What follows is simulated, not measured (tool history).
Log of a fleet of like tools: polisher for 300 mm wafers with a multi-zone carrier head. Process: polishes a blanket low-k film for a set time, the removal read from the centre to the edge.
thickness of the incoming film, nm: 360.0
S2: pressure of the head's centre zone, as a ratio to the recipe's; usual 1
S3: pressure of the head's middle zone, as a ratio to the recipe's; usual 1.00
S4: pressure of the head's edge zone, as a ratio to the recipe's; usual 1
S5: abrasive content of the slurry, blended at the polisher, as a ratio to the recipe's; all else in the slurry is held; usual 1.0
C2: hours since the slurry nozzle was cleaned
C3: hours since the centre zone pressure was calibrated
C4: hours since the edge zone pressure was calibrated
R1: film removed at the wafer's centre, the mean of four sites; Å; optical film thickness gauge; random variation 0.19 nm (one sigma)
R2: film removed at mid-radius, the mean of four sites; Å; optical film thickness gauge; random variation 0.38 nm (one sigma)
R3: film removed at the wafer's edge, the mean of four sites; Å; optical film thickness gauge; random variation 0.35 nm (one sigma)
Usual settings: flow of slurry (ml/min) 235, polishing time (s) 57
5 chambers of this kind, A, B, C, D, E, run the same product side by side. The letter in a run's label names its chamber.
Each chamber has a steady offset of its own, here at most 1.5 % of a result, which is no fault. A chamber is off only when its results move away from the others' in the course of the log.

run 1A hour=6.4 | flow_of_slurry_(ml/min)=235 S2=1 S3=1.00 S4=1 S5=1.0 polishing_time_(s)=57 | wafers_polished_on_this_pad=399 C2=452.4 C3=516.0 C4=348.8 | R1=284.86 R2=284.72 R3=283.96
run 2C hour=13.7 | flow_of_slurry_(ml/min)=235 S2=1 S3=1.00 S4=1 S5=1.0 polishing_time_(s)=57 | wafers_polished_on_this_pad=788 C2=255.9 C3=553.4 C4=27.1 | R1=288.80 R2=285.70 R3=282.05
-- hour=15.7 chamber D: worn pad replaced by a new one
run 3E hour=20.2 | flow_of_slurry_(ml/min)=235 S2=1 S3=1.00 S4=1 S5=1.0 polishing_time_(s)=57 | wafers_polished_on_this_pad=748 C2=225.5 C3=1146.3 C4=798.9 | R1=286.06 R2=284.26 R3=280.11
run 4B hour=24.9 | flow_of_slurry_(ml/min)=235 S2=1 S3=1.00 S4=1 S5=1.0 polishing_time_(s)=57 | wafers_polished_on_this_pad=404 C2=490.3 C3=794.8 C4=674.8 | R1=288.05 R2=286.36 R3=282.84
run 5D hour=32.2 | flow_of_slurry_(ml/min)=235 S2=1 S3=1.00 S4=1 S5=1.0 polishing_time_(s)=57 | wafers_polished_on_this_pad=157 C2=382.4 C3=377.2 C4=679.3 | R1=285.39 R2=293.27 R3=288.84
run 6A hour=36.7 | flow_of_slurry_(ml/min)=235 S2=1 S3=1.00 S4=1 S5=1.0 polishing_time_(s)=57 | wafers_polished_on_this_pad=688 C2=482.7 C3=546.3 C4=379.1 | R1=287.83 R2=288.19 R3=284.30
run 7B hour=41.6 | flow_of_slurry_(ml/min)=235 S2=1 S3=1.00 S4=1 S5=1.0 polishing_time_(s)=57 | wafers_polished_on_this_pad=564 C2=507.0 C3=811.5 C4=691.5 | R1=287.26 R2=288.05 R3=281.69
run 8D hour=47.5 | flow_of_slurry_(ml/min)=235 S2=1 S3=1.00 S4=1 S5=1.0 polishing_time_(s)=57 | wafers_polished_on_this_pad=303 C2=397.7 C3=392.5 C4=694.6 | R1=285.60 R2=289.59 R3=286.45
run 9E hour=53.8 | flow_of_slurry_(ml/min)=235 S2=1 S3=1.00 S4=1 S5=1.0 polishing_time_(s)=57 | wafers_polished_on_this_pad=1068 C2=259.1 C3=1179.9 C4=832.5 | R1=282.08 R2=282.05 R3=281.59
-- hour=54.8 chamber B: worn pad replaced by a new one
-- hour=58.6 chamber B: centre zone pressure recalibrated
run 10C hour=58.7 | flow_of_slurry_(ml/min)=170 S2=1 S3=1.00 S4=1 S5=1.0 polishing_time_(s)=57 | wafers_polished_on_this_pad=1218 C2=300.9 C3=598.4 C4=72.1 | R1=270.07 R2=278.08 R3=278.65
-- hour=60.0 chamber C: worn pad replaced by a new one
run 11B hour=63.4 | flow_of_slurry_(ml/min)=170 S2=1 S3=1.00 S4=1 S5=1.0 polishing_time_(s)=57 | wafers_polished_on_this_pad=82 C2=528.8 C3=4.8 C4=713.3 | R1=294.82 R2=275.37 R3=275.73
run 12D hour=68.2 | flow_of_slurry_(ml/min)=170 S2=1 S3=1.00 S4=1 S5=1.0 polishing_time_(s)=57 | wafers_polished_on_this_pad=500 C2=418.4 C3=413.2 C4=715.3 | R1=274.06 R2=276.20 R3=271.01
run 13A hour=72.4 | flow_of_slurry_(ml/min)=170 S2=1 S3=1.00 S4=1 S5=1.0 polishing_time_(s)=57 | wafers_polished_on_this_pad=1028 C2=518.4 C3=582.0 C4=414.8 | R1=270.16 R2=275.36 R3=274.54
run 14C hour=79.4 | flow_of_slurry_(ml/min)=170 S2=1 S3=1.00 S4=1 S5=1.0 polishing_time_(s)=57 | wafers_polished_on_this_pad=185 C2=321.6 C3=619.1 C4=92.8 | R1=271.33 R2=267.79 R3=273.85
run 15E hour=83.2 | flow_of_slurry_(ml/min)=235 S2=1 S3=1.00 S4=1 S5=1.0 polishing_time_(s)=57 | wafers_polished_on_this_pad=1349 C2=288.5 C3=1209.3 C4=861.9 | R1=285.00 R2=284.87 R3=285.74
-- hour=88.4 chamber D: edge zone pressure recalibrated
run 16B hour=89.5 | flow_of_slurry_(ml/min)=235 S2=1 S3=1.00 S4=1 S5=1.0 polishing_time_(s)=57 | wafers_polished_on_this_pad=330 C2=554.9 C3=30.9 C4=739.4 | R1=310.15 R2=289.74 R3=287.39
run 17C hour=93.3 | flow_of_slurry_(ml/min)=235 S2=1 S3=1.09 S4=1 S5=1.0 polishing_time_(s)=38 | wafers_polished_on_this_pad=317 C2=335.5 C3=633.0 C4=106.7 | R1=190.76 R2=212.06 R3=188.25
-- hour=95.0 chamber E: worn pad replaced by a new one
run 18E hour=100.7 | flow_of_slurry_(ml/min)=235 S2=1 S3=1.09 S4=1 S5=1.0 polishing_time_(s)=38 | wafers_polished_on_this_pad=54 C2=306.0 C3=1226.8 C4=879.4 | R1=190.24 R2=207.92 R3=183.94
run 19D hour=104.8 | flow_of_slurry_(ml/min)=235 S2=1 S3=1.09 S4=1 S5=1.0 polishing_time_(s)=38 | wafers_polished_on_this_pad=850 C2=455.0 C3=449.8 C4=16.5 | R1=193.01 R2=203.15 R3=190.85
-- hour=107.3 chamber D: worn pad replaced by a new one
run 20A hour=110.9 | flow_of_slurry_(ml/min)=235 S2=1 S3=1.09 S4=1 S5=1.0 polishing_time_(s)=38 | wafers_polished_on_this_pad=1396 C2=556.9 C3=620.5 C4=453.3 | R1=188.51 R2=212.36 R3=185.30
run 21E hour=116.5 | flow_of_slurry_(ml/min)=235 S2=1 S3=1.09 S4=1 S5=1.0 polishing_time_(s)=38 | wafers_polished_on_this_pad=205 C2=321.8 C3=1242.6 C4=895.2 | R1=192.37 R2=198.07 R3=189.76
-- hour=117.3 chamber A: worn pad replaced by a new one
-- hour=122.8 chamber B: worn pad replaced by a new one
run 22A hour=123.7 | flow_of_slurry_(ml/min)=235 S2=1 S3=1.00 S4=1 S5=1.0 polishing_time_(s)=57 | wafers_polished_on_this_pad=61 C2=569.7 C3=633.3 C4=466.1 | R1=283.60 R2=289.71 R3=290.54
run 23D hour=129.1 | flow_of_slurry_(ml/min)=235 S2=1 S3=1.00 S4=1 S5=1.0 polishing_time_(s)=57 | wafers_polished_on_this_pad=208 C2=479.3 C3=474.1 C4=40.8 | R1=286.86 R2=288.32 R3=282.74
run 24C hour=134.3 | flow_of_slurry_(ml/min)=235 S2=1 S3=1.00 S4=1 S5=1.0 polishing_time_(s)=57 | wafers_polished_on_this_pad=708 C2=376.5 C3=674.0 C4=147.7 | R1=287.87 R2=283.61 R3=290.55
run 25B hour=139.7 | flow_of_slurry_(ml/min)=235 S2=1 S3=1.00 S4=1 S5=1.0 polishing_time_(s)=57 | wafers_polished_on_this_pad=162 C2=605.1 C3=81.1 C4=789.6 | R1=308.34 R2=289.67 R3=293.44
run 26B hour=143.6 | flow_of_slurry_(ml/min)=235 S2=1 S3=1.00 S4=1 S5=1.2 polishing_time_(s)=57 | wafers_polished_on_this_pad=199 C2=609.0 C3=85.0 C4=793.5 | R1=333.59 R2=319.50 R3=306.97
run 27A hour=149.0 | flow_of_slurry_(ml/min)=235 S2=1 S3=1.00 S4=1 S5=1.2 polishing_time_(s)=57 | wafers_polished_on_this_pad=303 C2=595.0 C3=658.6 C4=491.4 | R1=308.01 R2=310.41 R3=308.05
run 28C hour=154.8 | flow_of_slurry_(ml/min)=235 S2=1 S3=1.00 S4=1 S5=1.2 polishing_time_(s)=57 | wafers_polished_on_this_pad=904 C2=397.0 C3=694.5 C4=168.2 | R1=307.78 R2=310.27 R3=311.50
run 29D hour=162.2 | flow_of_slurry_(ml/min)=235 S2=1 S3=1.00 S4=1 S5=1.2 polishing_time_(s)=57 | wafers_polished_on_this_pad=523 C2=512.4 C3=507.2 C4=73.9 | R1=314.59 R2=305.39 R3=307.72
run 30E hour=166.2 | flow_of_slurry_(ml/min)=235 S2=1 S3=1.00 S4=1 S5=1.2 polishing_time_(s)=57 | wafers_polished_on_this_pad=679 C2=371.5 C3=1292.3 C4=944.9 | R1=306.60 R2=308.96 R3=306.95
run 31E hour=170.1 | flow_of_slurry_(ml/min)=235 S2=1 S3=1.00 S4=1 S5=1.0 polishing_time_(s)=57 | wafers_polished_on_this_pad=716 C2=375.4 C3=1296.2 C4=948.8 | R1=282.81 R2=286.72 R3=281.03
run 32B hour=176.9 | flow_of_slurry_(ml/min)=235 S2=1 S3=1.00 S4=1 S5=1.0 polishing_time_(s)=57 | wafers_polished_on_this_pad=516 C2=642.3 C3=118.3 C4=826.8 | R1=307.08 R2=284.39 R3=285.21

Is one chamber off against the others, does the gauge drift, or is nothing wrong? If a chamber is off, say which, and what the likeliest cause is.

A service left chamber B off against the others.
Cause: centre zone's pressure above its setpoint, % = 6.38.

Here are 4 candidates for chamber B's next run, each the usual settings with a change, their results left as question marks. Which one brings its results back in line with what the others give on the usual settings?
In line means no further than this from the other chambers' mean on the usual settings: R1 6.80 Å; R2 13.00 Å; R3 12.00 Å
run 33B-1 hour=182.2 | flow_of_slurry_(ml/min)=225 S2=0.89 S3=1.01 S4=1.04 S5=1.0 polishing_time_(s)=56 | R1=? R2=? R3=?
run 33B-2 hour=182.2 | flow_of_slurry_(ml/min)=230 S2=0.94 S3=1.01 S4=1.02 S5=1.0 polishing_time_(s)=57 | R1=? R2=? R3=?
run 33B-3 hour=182.2 | flow_of_slurry_(ml/min)=245 S2=1.12 S3=0.98 S4=0.96 S5=1.0 polishing_time_(s)=58 | R1=? R2=? R3=?
run 33B-4 hour=182.2 | flow_of_slurry_(ml/min)=240 S2=1.06 S3=0.99 S4=0.98 S5=1.0 polishing_time_(s)=57 | R1=? R2=? R3=?

The other chambers' mean on the usual settings: R1 285.87 Å; R2 286.23 Å; R3 285.15 Å
run=33B-1 R1=264.93 R2=283.64 R3=283.27
run=33B-2 R1=287.05 R2=289.44 R3=285.92
run=33B-3 R1=355.67 R2=288.40 R3=283.49
run=33B-4 R1=328.64 R2=285.47 R3=281.08
33B-2 brings the chamber back in line.

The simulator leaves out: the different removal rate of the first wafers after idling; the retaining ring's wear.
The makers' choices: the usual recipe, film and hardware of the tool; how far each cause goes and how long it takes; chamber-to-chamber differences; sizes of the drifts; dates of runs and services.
